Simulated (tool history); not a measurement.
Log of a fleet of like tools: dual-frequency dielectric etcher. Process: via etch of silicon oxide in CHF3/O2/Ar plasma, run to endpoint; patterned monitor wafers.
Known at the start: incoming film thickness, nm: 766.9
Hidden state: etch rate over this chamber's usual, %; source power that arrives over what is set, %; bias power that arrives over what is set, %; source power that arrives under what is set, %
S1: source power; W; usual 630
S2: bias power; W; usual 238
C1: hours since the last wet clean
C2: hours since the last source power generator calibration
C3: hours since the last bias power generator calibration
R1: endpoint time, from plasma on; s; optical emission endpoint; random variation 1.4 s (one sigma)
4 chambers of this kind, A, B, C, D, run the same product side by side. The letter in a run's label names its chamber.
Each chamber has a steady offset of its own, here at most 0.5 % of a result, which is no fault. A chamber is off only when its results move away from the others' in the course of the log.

run    day   S1   S2     C1      C2      C3      R1
 1A  0.317  630  238  110.3  2979.3  3053.4   346.8
 2B  0.546  630  238  304.5   766.9  3372.3  348.05
 3C  0.717  630  238  252.4  4345.2   483.8  343.26
 4D  0.917  630  238  386.1  2769.7   765.7  344.56
 5C  1.088  630  238  261.3  4354.1   492.7  343.69
 6B  1.304  630  238  322.7   785.1  3390.5   346.9
 7A  1.479  630  238  138.2  3007.2  3081.3  348.09
 8D  1.638  630  238  403.4    2787     783  344.89
 9B  1.879  630  238  336.5   798.9  3404.3  344.48
10A  2.038  630  238  151.6  3020.6  3094.7     343
11D  2.317  630  238  419.7  2803.3   799.3     347
12C  2.575  630  238    297  4389.8   528.4  345.64
      2.75  -- chamber A: source power generator calibrated
13B  2.896  630  238  360.9   823.3  3428.7     345
14D  3.133  630  238  439.3  2822.9   818.9  345.96
15C  3.388  630  238  316.5  4409.3   547.9  347.92
16A  3.608  630  238  189.3    20.6  3132.4  338.49
17B  3.929  630  238  385.7   848.1  3453.5  347.87
     4.146  -- chamber B: wet clean of the chamber
18C   4.25  630  238  337.2    4430   568.6  344.33
19D  4.442  630  271  470.7  2854.3   850.3  330.07
20A  4.633  630  271  213.9    45.2    3157  318.05
21B  4.842  630  271   16.8     870  3475.4  334.19
22A  5.054  630  271    224    55.3  3167.1  316.39
23C   5.35  630  238  363.6  4456.4     595  344.43
24D  5.646  630  238  499.6  2883.2   879.2  346.73
25A  5.858  630  238  243.3    74.6  3186.4  330.72
26C  5.996  630  238  379.1  4471.9   610.5  345.98

What goes on in this fleet: one chamber off, a drifting gauge, or nothing beyond the chambers' own small offsets? Name the chamber and the cause, if any.

Chamber A drifts away from the others.
Cause: etch rate over this chamber's usual, % = 5.23.

Here are 4 candidates for chamber A's next run, each the usual settings with a change, their results left as question marks. Which one brings its results back in line with what the others give on the usual settings?
In line means no further than this from the other chambers' mean on the usual settings: R1 4.8 s
27A-1  6.229  610  232               ?
27A-2  6.229  630  204               ?
27A-3  6.229  710  238               ?
27A-4  6.229  630  251               ?

The other chambers' mean on the usual settings: R1 346.04 s
  run      R1
27A-1  335.94
27A-2  346.87
27A-3  314.52
27A-4  322.88
27A-2 brings the chamber back in line.
